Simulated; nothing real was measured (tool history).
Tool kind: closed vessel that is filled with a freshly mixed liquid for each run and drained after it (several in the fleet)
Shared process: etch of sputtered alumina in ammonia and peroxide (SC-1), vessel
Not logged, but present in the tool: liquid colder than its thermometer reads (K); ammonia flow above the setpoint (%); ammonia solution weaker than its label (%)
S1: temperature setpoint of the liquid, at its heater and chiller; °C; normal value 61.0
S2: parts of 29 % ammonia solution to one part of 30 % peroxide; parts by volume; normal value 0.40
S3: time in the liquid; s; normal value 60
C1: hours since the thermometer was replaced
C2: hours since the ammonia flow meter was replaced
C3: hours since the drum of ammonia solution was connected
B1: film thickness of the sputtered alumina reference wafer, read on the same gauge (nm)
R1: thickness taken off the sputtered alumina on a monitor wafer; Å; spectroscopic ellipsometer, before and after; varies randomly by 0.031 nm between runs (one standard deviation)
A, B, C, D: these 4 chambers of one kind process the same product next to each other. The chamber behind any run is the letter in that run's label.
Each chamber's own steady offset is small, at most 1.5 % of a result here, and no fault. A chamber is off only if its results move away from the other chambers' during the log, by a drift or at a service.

Run 1D, hour 7.2: usual settings; C1 1907.9; C2 949.0; C3 50.8; B1 140.00. Result: R1 78.719 Å.
Run 2C, hour 17.7: usual settings; C1 1708.2; C2 382.3; C3 380.1; B1 139.96. Result: R1 78.295 Å.
Run 3A, hour 29.2: usual settings; C1 905.0; C2 934.9; C3 302.8; B1 140.00. Result: R1 79.566 Å.
Run 4B, hour 40.2: usual settings; C1 1060.8; C2 67.8; C3 766.6; B1 140.01. Result: R1 79.791 Å.
Run 5D, hour 52.2: usual settings; C1 1952.9; C2 994.0; C3 95.8; B1 139.97. Result: R1 78.813 Å.
Run 6B, hour 58.2: usual settings; C1 1078.8; C2 85.8; C3 784.6; B1 139.99. Result: R1 79.987 Å.
Run 7A, hour 71.0: usual settings; C1 946.8; C2 976.7; C3 344.6; B1 140.02. Result: R1 79.643 Å.
At hour 72.8: chamber B: new drum of ammonia solution connected.
Run 8C, hour 82.4: usual settings; C1 1772.9; C2 447.0; C3 444.8; B1 139.98. Result: R1 78.533 Å.
Run 9D, hour 89.5: usual settings; C1 1990.2; C2 1031.3; C3 133.1; B1 139.97. Result: R1 78.914 Å.
Run 10A, hour 99.9: usual settings; C1 975.7; C2 1005.6; C3 373.5; B1 140.05. Result: R1 79.025 Å.
Run 11C, hour 108.1: usual settings but S1 68.5 °C, S2 0.55 parts by volume; C1 1798.6; C2 472.7; C3 470.5; B1 140.03. Result: R1 117.330 Å.
Run 12B, hour 116.3: usual settings but S1 68.5 °C, S2 0.55 parts by volume; C1 1136.9; C2 143.9; C3 43.5; B1 140.01. Result: R1 119.200 Å.
Run 13B, hour 124.1: usual settings but S1 68.5 °C, S2 0.55 parts by volume; C1 1144.7; C2 151.7; C3 51.3; B1 139.99. Result: R1 119.310 Å.
Run 14D, hour 132.4: usual settings but S1 68.5 °C, S2 0.55 parts by volume; C1 2033.1; C2 1074.2; C3 176.0; B1 140.02. Result: R1 116.870 Å.
Run 15A, hour 140.2: usual settings; C1 1016.0; C2 1045.9; C3 413.8; B1 139.99. Result: R1 78.753 Å.
At hour 151.8: chamber C: ammonia flow meter replaced.
Run 16C, hour 153.1: usual settings; C1 1843.6; C2 1.4; C3 515.5; B1 140.04. Result: R1 78.243 Å.
Run 17C, hour 166.8: usual settings; C1 1857.3; C2 15.1; C3 529.2; B1 139.99. Result: R1 78.233 Å.
Run 18A, hour 178.3: usual settings; C1 1054.1; C2 1084.0; C3 451.9; B1 140.05. Result: R1 78.707 Å.
Run 19D, hour 190.6: usual settings; C1 2091.3; C2 1132.4; C3 234.2; B1 139.97. Result: R1 78.627 Å.
Run 20B, hour 199.1: usual settings but S1 65.5 °C, S3 45 s; C1 1219.7; C2 226.7; C3 126.3; B1 139.97. Result: R1 73.891 Å.
Run 21B, hour 212.8: usual settings but S1 65.5 °C, S3 45 s; C1 1233.4; C2 240.4; C3 140.0; B1 140.03. Result: R1 74.525 Å.
At hour 218.9: chamber D: new drum of ammonia solution connected.
Run 22D, hour 222.4: usual settings but S1 65.5 °C, S3 45 s; C1 2123.1; C2 1164.2; C3 3.6; B1 140.03. Result: R1 74.319 Å.
Run 23C, hour 235.0: usual settings but S1 65.5 °C, S3 45 s; C1 1925.5; C2 83.3; C3 597.4; B1 139.96. Result: R1 73.695 Å.
At hour 239.7: chamber D: ammonia flow meter replaced.
Run 24A, hour 244.8: usual settings; C1 1120.6; C2 1150.5; C3 518.4; B1 140.01. Result: R1 79.289 Å.
Run 25A, hour 253.5: usual settings; C1 1129.3; C2 1159.2; C3 527.1; B1 139.96. Result: R1 78.440 Å.
Run 26C, hour 260.0: usual settings; C1 1950.5; C2 108.3; C3 622.4; B1 140.01. Result: R1 77.888 Å.
Run 27D, hour 266.7: usual settings but S1 55.5 °C, S3 75 s; C1 2167.4; C2 27.0; C3 47.9; B1 140.01. Result: R1 74.563 Å.
Run 28B, hour 276.4: usual settings but S1 55.5 °C, S3 75 s; C1 1297.0; C2 304.0; C3 203.6; B1 140.01. Result: R1 72.356 Å.
At hour 280.8: chamber A: new drum of ammonia solution connected.
Run 29A, hour 286.9: usual settings but S1 55.5 °C, S3 75 s; C1 1162.7; C2 1192.6; C3 6.2; B1 139.93. Result: R1 74.233 Å.
At hour 294.2: chamber C: new drum of ammonia solution connected.
Run 30B, hour 294.4: usual settings but S1 55.5 °C, S3 75 s; C1 1315.0; C2 322.0; C3 221.6; B1 140.04. Result: R1 71.986 Å.
Run 31D, hour 306.7: usual settings; C1 2207.4; C2 67.0; C3 87.9; B1 139.99. Result: R1 78.785 Å.
Run 32C, hour 314.8: usual settings but S1 55.0 °C; C1 2005.3; C2 163.1; C3 20.7; B1 139.98. Result: R1 57.030 Å.
Run 33B, hour 325.5: usual settings but S1 55.0 °C; C1 1346.1; C2 353.1; C3 252.7; B1 139.98. Result: R1 56.005 Å.
Run 34A, hour 334.1: usual settings but S1 55.0 °C; C1 1209.9; C2 1239.8; C3 53.4; B1 140.00. Result: R1 57.971 Å.
Run 35D, hour 340.2: usual settings but S1 55.0 °C; C1 2240.9; C2 100.5; C3 121.4; B1 140.00. Result: R1 58.210 Å.
Run 36C, hour 348.3: usual settings; C1 2038.8; C2 196.6; C3 54.2; B1 140.01. Result: R1 77.934 Å.
Run 37D, hour 357.4: usual settings; C1 2258.1; C2 117.7; C3 138.6; B1 140.00. Result: R1 78.647 Å.
Run 38A, hour 368.4: usual settings; C1 1244.2; C2 1274.1; C3 87.7; B1 139.98. Result: R1 78.814 Å.

All chambers now run identical settings, listed one chamber a line with results as question marks. What results will each chamber show?
Run 39A, hour 378.2: usual settings. Result: R1 ?.
Run 39B, hour 378.2: usual settings. Result: R1 ?.
Run 39C, hour 378.2: usual settings. Result: R1 ?.
Run 39D, hour 378.2: usual settings. Result: R1 ?.

run      R1
39A  78.480
39B  76.426
39C  78.193
39D  78.682
